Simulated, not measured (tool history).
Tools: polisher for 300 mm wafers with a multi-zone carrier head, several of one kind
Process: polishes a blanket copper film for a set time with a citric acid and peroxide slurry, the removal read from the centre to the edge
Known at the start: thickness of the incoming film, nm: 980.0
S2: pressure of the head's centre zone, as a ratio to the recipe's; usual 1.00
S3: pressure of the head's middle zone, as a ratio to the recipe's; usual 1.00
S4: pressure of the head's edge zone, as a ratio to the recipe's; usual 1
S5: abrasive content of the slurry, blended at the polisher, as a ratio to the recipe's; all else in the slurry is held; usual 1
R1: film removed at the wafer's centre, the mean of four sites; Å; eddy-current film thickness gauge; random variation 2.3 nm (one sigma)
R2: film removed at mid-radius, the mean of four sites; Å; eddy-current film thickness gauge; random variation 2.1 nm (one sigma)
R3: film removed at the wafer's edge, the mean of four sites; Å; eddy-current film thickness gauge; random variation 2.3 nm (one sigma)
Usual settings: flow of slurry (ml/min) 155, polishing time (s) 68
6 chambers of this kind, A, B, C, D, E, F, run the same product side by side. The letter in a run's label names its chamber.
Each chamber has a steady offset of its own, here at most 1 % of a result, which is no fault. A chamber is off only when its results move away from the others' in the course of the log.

run 1E hour=8.1 | flow_of_slurry_(ml/min)=155 S2=1.00 S3=1.00 S4=1 S5=1 polishing_time_(s)=68 | R1=2049.0 R2=2028.3 R3=2023.9
-- hour=8.5 chamber F: slurry nozzle cleaned
-- hour=11.3 chamber E: centre zone pressure recalibrated
run 2C hour=21.2 | flow_of_slurry_(ml/min)=155 S2=1.00 S3=1.00 S4=1 S5=1 polishing_time_(s)=68 | R1=2013.4 R2=2076.6 R3=2086.9
-- hour=32.9 chamber C: worn pad replaced by a new one
run 3A hour=33.5 | flow_of_slurry_(ml/min)=155 S2=1.00 S3=1.00 S4=1 S5=1 polishing_time_(s)=68 | R1=2046.8 R2=2045.2 R3=2036.7
run 4D hour=41.2 | flow_of_slurry_(ml/min)=155 S2=1.00 S3=1.00 S4=1 S5=1 polishing_time_(s)=68 | R1=2068.0 R2=2055.0 R3=2073.9
run 5B hour=49.0 | flow_of_slurry_(ml/min)=155 S2=1.00 S3=1.00 S4=1 S5=1 polishing_time_(s)=68 | R1=2049.1 R2=2059.1 R3=2058.0
-- hour=56.2 chamber A: worn pad replaced by a new one
run 6F hour=61.6 | flow_of_slurry_(ml/min)=155 S2=1.00 S3=1.00 S4=1 S5=1 polishing_time_(s)=68 | R1=2048.1 R2=2011.7 R3=2049.3
-- hour=68.9 chamber B: worn pad replaced by a new one
-- hour=69.9 chamber E: worn pad replaced by a new one
-- hour=70.3 chamber F: worn pad replaced by a new one
run 7D hour=75.3 | flow_of_slurry_(ml/min)=155 S2=1.00 S3=1.00 S4=1 S5=1 polishing_time_(s)=68 | R1=2057.9 R2=2082.3 R3=2042.0
-- hour=76.3 chamber B: edge zone pressure recalibrated
run 8F hour=90.4 | flow_of_slurry_(ml/min)=155 S2=1.00 S3=1.00 S4=1 S5=1 polishing_time_(s)=68 | R1=2028.8 R2=2082.3 R3=2069.3
-- hour=103.9 chamber D: worn pad replaced by a new one
run 9A hour=104.3 | flow_of_slurry_(ml/min)=155 S2=1.00 S3=1.00 S4=1 S5=1 polishing_time_(s)=68 | R1=2055.0 R2=2044.1 R3=2109.3
-- hour=110.1 chamber A: edge zone pressure recalibrated
run 10C hour=118.6 | flow_of_slurry_(ml/min)=155 S2=1.00 S3=1.00 S4=1 S5=1 polishing_time_(s)=68 | R1=2010.7 R2=2043.5 R3=2003.5
run 11E hour=126.5 | flow_of_slurry_(ml/min)=155 S2=0.92 S3=1.00 S4=1 S5=1 polishing_time_(s)=68 | R1=1871.9 R2=1993.6 R3=2054.7
-- hour=134.0 chamber B: slurry nozzle cleaned
run 12B hour=135.9 | flow_of_slurry_(ml/min)=155 S2=0.92 S3=1.00 S4=1 S5=1 polishing_time_(s)=68 | R1=1913.7 R2=2046.0 R3=1999.4
-- hour=147.3 chamber A: worn pad replaced by a new one
run 13C hour=148.6 | flow_of_slurry_(ml/min)=155 S2=0.92 S3=1.00 S4=1 S5=1 polishing_time_(s)=68 | R1=1851.8 R2=2075.0 R3=2085.7
-- hour=154.5 chamber C: worn pad replaced by a new one
run 14F hour=158.1 | flow_of_slurry_(ml/min)=155 S2=0.92 S3=1.00 S4=1 S5=1 polishing_time_(s)=68 | R1=1858.8 R2=2069.3 R3=2038.7
-- hour=159.6 chamber B: worn pad replaced by a new one
-- hour=160.4 chamber F: worn pad replaced by a new one
-- hour=161.8 chamber E: worn pad replaced by a new one
run 15B hour=174.0 | flow_of_slurry_(ml/min)=155 S2=0.92 S3=1.00 S4=1 S5=1 polishing_time_(s)=68 | R1=1863.1 R2=2058.2 R3=2082.6
-- hour=177.4 chamber D: edge zone pressure recalibrated
run 16A hour=187.6 | flow_of_slurry_(ml/min)=155 S2=0.92 S3=1.00 S4=1 S5=1 polishing_time_(s)=68 | R1=1864.2 R2=2063.4 R3=2005.4
run 17D hour=200.7 | flow_of_slurry_(ml/min)=155 S2=1.00 S3=1.00 S4=1 S5=1 polishing_time_(s)=68 | R1=2063.5 R2=2047.6 R3=2078.9
run 18E hour=213.4 | flow_of_slurry_(ml/min)=155 S2=1.00 S3=1.00 S4=1 S5=1 polishing_time_(s)=68 | R1=2008.6 R2=2051.5 R3=2105.9
run 19B hour=223.3 | flow_of_slurry_(ml/min)=155 S2=1.00 S3=1.00 S4=1 S5=1 polishing_time_(s)=68 | R1=2086.4 R2=2023.5 R3=2103.6
-- hour=227.2 chamber A: worn pad replaced by a new one
-- hour=231.2 chamber E: slurry nozzle cleaned
run 20A hour=234.3 | flow_of_slurry_(ml/min)=155 S2=1.00 S3=1.00 S4=1 S5=1 polishing_time_(s)=68 | R1=2029.0 R2=2067.8 R3=2013.4
-- hour=239.6 chamber D: worn pad replaced by a new one
run 21F hour=247.4 | flow_of_slurry_(ml/min)=155 S2=1.00 S3=1.00 S4=1 S5=1 polishing_time_(s)=68 | R1=2058.8 R2=2077.9 R3=2083.0
-- hour=248.2 chamber C: worn pad replaced by a new one
-- hour=254.7 chamber A: slurry nozzle cleaned
-- hour=259.8 chamber E: worn pad replaced by a new one
-- hour=260.7 chamber B: worn pad replaced by a new one
run 22E hour=261.1 | flow_of_slurry_(ml/min)=155 S2=1.00 S3=1.00 S4=1 S5=1 polishing_time_(s)=68 | R1=2032.3 R2=2025.5 R3=2031.2
-- hour=266.0 chamber F: worn pad replaced by a new one
run 23D hour=270.1 | flow_of_slurry_(ml/min)=155 S2=1.00 S3=1.00 S4=1 S5=1 polishing_time_(s)=68 | R1=2081.9 R2=2106.2 R3=2050.9
-- hour=277.1 chamber A: centre zone pressure recalibrated
run 24C hour=285.5 | flow_of_slurry_(ml/min)=155 S2=1.00 S3=0.92 S4=1 S5=1 polishing_time_(s)=68 | R1=2063.7 R2=1918.8 R3=2016.0
run 25D hour=300.7 | flow_of_slurry_(ml/min)=155 S2=1.00 S3=0.92 S4=1 S5=1 polishing_time_(s)=68 | R1=2059.2 R2=1885.7 R3=2078.2
run 26B hour=313.5 | flow_of_slurry_(ml/min)=155 S2=1.00 S3=0.92 S4=1 S5=1 polishing_time_(s)=68 | R1=2061.6 R2=1883.3 R3=2060.6
-- hour=318.9 chamber A: worn pad replaced by a new one
run 27E hour=329.7 | flow_of_slurry_(ml/min)=155 S2=1.00 S3=0.92 S4=1 S5=1 polishing_time_(s)=68 | R1=2036.3 R2=1890.2 R3=2096.7
-- hour=344.4 chamber C: centre zone pressure recalibrated
run 28C hour=344.6 | flow_of_slurry_(ml/min)=155 S2=1.00 S3=0.92 S4=1 S5=1 polishing_time_(s)=68 | R1=2016.6 R2=1896.7 R3=1984.2
-- hour=348.0 chamber C: worn pad replaced by a new one
-- hour=351.4 chamber B: worn pad replaced by a new one
-- hour=351.6 chamber D: worn pad replaced by a new one
-- hour=355.6 chamber F: worn pad replaced by a new one
-- hour=355.7 chamber E: worn pad replaced by a new one
run 29F hour=358.8 | flow_of_slurry_(ml/min)=155 S2=1.00 S3=0.92 S4=1 S5=1 polishing_time_(s)=68 | R1=2069.8 R2=1857.8 R3=2044.8
-- hour=368.8 chamber E: centre zone pressure recalibrated
run 30A hour=369.2 | flow_of_slurry_(ml/min)=155 S2=0.96 S3=1.00 S4=1 S5=1 polishing_time_(s)=80 | R1=2083.1 R2=2435.3 R3=2368.8
run 31E hour=377.9 | flow_of_slurry_(ml/min)=155 S2=0.96 S3=1.00 S4=1 S5=1 polishing_time_(s)=80 | R1=2310.7 R2=2429.5 R3=2447.8
run 32A hour=385.2 | flow_of_slurry_(ml/min)=155 S2=0.96 S3=1.00 S4=1 S5=1 polishing_time_(s)=80 | R1=2050.6 R2=2369.9 R3=2389.9
run 33F hour=400.2 | flow_of_slurry_(ml/min)=155 S2=0.96 S3=1.00 S4=1 S5=1 polishing_time_(s)=80 | R1=2298.0 R2=2423.3 R3=2418.2
run 34B hour=414.2 | flow_of_slurry_(ml/min)=155 S2=0.96 S3=1.00 S4=1 S5=1 polishing_time_(s)=80 | R1=2342.5 R2=2434.8 R3=2441.3
run 35C hour=428.7 | flow_of_slurry_(ml/min)=155 S2=0.96 S3=1.00 S4=1 S5=1 polishing_time_(s)=80 | R1=2273.8 R2=2397.8 R3=2407.6
run 36D hour=439.9 | flow_of_slurry_(ml/min)=155 S2=1.00 S3=1.00 S4=1 S5=1 polishing_time_(s)=68 | R1=2008.2 R2=2110.5 R3=2036.3

All 6 chambers run these settings next. Forecast each chamber's results:
run 37A hour=451.5 | flow_of_slurry_(ml/min)=155 S2=1.00 S3=1.00 S4=1 S5=1 polishing_time_(s)=68 | R1=? R2=? R3=?
run 37B hour=451.5 | flow_of_slurry_(ml/min)=155 S2=1.00 S3=1.00 S4=1 S5=1 polishing_time_(s)=68 | R1=? R2=? R3=?
run 37C hour=451.5 | flow_of_slurry_(ml/min)=155 S2=1.00 S3=1.00 S4=1 S5=1 polishing_time_(s)=68 | R1=? R2=? R3=?
run 37D hour=451.5 | flow_of_slurry_(ml/min)=155 S2=1.00 S3=1.00 S4=1 S5=1 polishing_time_(s)=68 | R1=? R2=? R3=?
run 37E hour=451.5 | flow_of_slurry_(ml/min)=155 S2=1.00 S3=1.00 S4=1 S5=1 polishing_time_(s)=68 | R1=? R2=? R3=?
run 37F hour=451.5 | flow_of_slurry_(ml/min)=155 S2=1.00 S3=1.00 S4=1 S5=1 polishing_time_(s)=68 | R1=? R2=? R3=?

run=37A R1=1804.8 R2=2048.3 R3=2037.0
run=37B R1=2028.3 R2=1997.9 R3=2080.6
run=37C R1=2029.3 R2=2040.6 R3=2044.1
run=37D R1=2063.4 R2=2032.0 R3=2044.8
run=37E R1=2038.8 R2=2039.3 R3=2048.9
run=37F R1=2017.8 R2=2047.9 R3=2050.0

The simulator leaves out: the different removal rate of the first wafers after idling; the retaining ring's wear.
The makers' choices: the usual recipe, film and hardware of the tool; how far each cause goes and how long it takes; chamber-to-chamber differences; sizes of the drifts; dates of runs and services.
